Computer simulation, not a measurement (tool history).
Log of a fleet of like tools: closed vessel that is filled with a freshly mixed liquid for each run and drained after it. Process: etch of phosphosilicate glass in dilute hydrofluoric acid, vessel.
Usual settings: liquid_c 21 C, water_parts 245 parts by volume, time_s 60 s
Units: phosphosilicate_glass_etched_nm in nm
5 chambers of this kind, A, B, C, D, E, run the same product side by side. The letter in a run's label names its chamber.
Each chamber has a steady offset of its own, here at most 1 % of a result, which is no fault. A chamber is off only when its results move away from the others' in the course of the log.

run	day	liquid_c	water_parts	time_s	read-back film thickness of the phosphosilicate glass reference wafer, read on the same gauge (nm)	phosphosilicate_glass_etched_nm
1B	0.238	21	245	60	29.997	25.101
2D	0.358	21	245	60	29.980	25.241
3C	0.567	21	245	60	29.997	24.716
4E	0.688	21	245	60	29.999	24.935
5A	0.892	21	245	60	30.004	25.196
6B	1.121	21	245	60	29.988	25.206
7E	1.342	18	245	35	29.997	12.929
8A	1.575	18	245	35	29.980	13.140
9C	1.750	18	245	35	29.966	12.959
10D	1.942	18	245	35	30.012	13.124
11C	2.112	18	245	35	29.997	13.003
12E	2.242	21	245	60	29.984	24.691
13B	2.417	21	245	60	29.974	25.080
14D	2.604	24	245	60	29.991	28.551
15A	2.708	24	245	60	30.005	28.134
16B	2.888	24	245	60	29.989	27.766
17E	3.075	24	245	60	29.974	27.736
18D	3.296	24	245	60	30.000	28.571
19A	3.508	21	245	60	30.026	25.267
20C	3.675	21	245	60	29.992	24.979
21E	3.854	21	245	60	30.021	25.124
22A	4.054	21	245	60	30.016	25.152
23D	4.296	21	245	60	30.005	25.765
24C	4.421	21	245	60	30.010	24.671
25B	4.542	21	245	60	29.999	25.185
26D	4.758	21	330	70	29.975	20.833
27B	4.950	21	330	70	29.989	19.956
28C	5.175	21	330	70	30.039	19.707
29A	5.317	21	330	70	29.980	20.177
30E	5.538	21	330	70	30.001	20.034
31C	5.754	21	245	60	29.956	24.800

Is one chamber off against the others, does the gauge drift, or is nothing wrong? If a chamber is off, say which, and what the likeliest cause is.

Chamber D drifts away from the others.
Cause: hydrofluoric acid flow above the setpoint (%) = 2.81.
The log may not tell that from: liquid hotter than its thermometer reads (K).

Here are 4 candidates for chamber D's next run, each the usual settings with a change, their results left as question marks. Which one brings its results back in line with what the others give on the usual settings?
In line means no further than this from the other chambers' mean on the usual settings: phosphosilicate_glass_etched_nm 0.380 nm
32D-1	5.929	20.5	245	60		?
32D-2	5.929	20.0	245	60		?
32D-3	5.929	22.0	245	60		?
32D-4	5.929	21.5	245	60		?

The other chambers' mean on the usual settings: phosphosilicate_glass_etched_nm 24.960 nm
run	phosphosilicate_glass_etched_nm
32D-1	25.431
32D-2	24.947
32D-3	26.922
32D-4	26.418
32D-2 brings the chamber back in line.
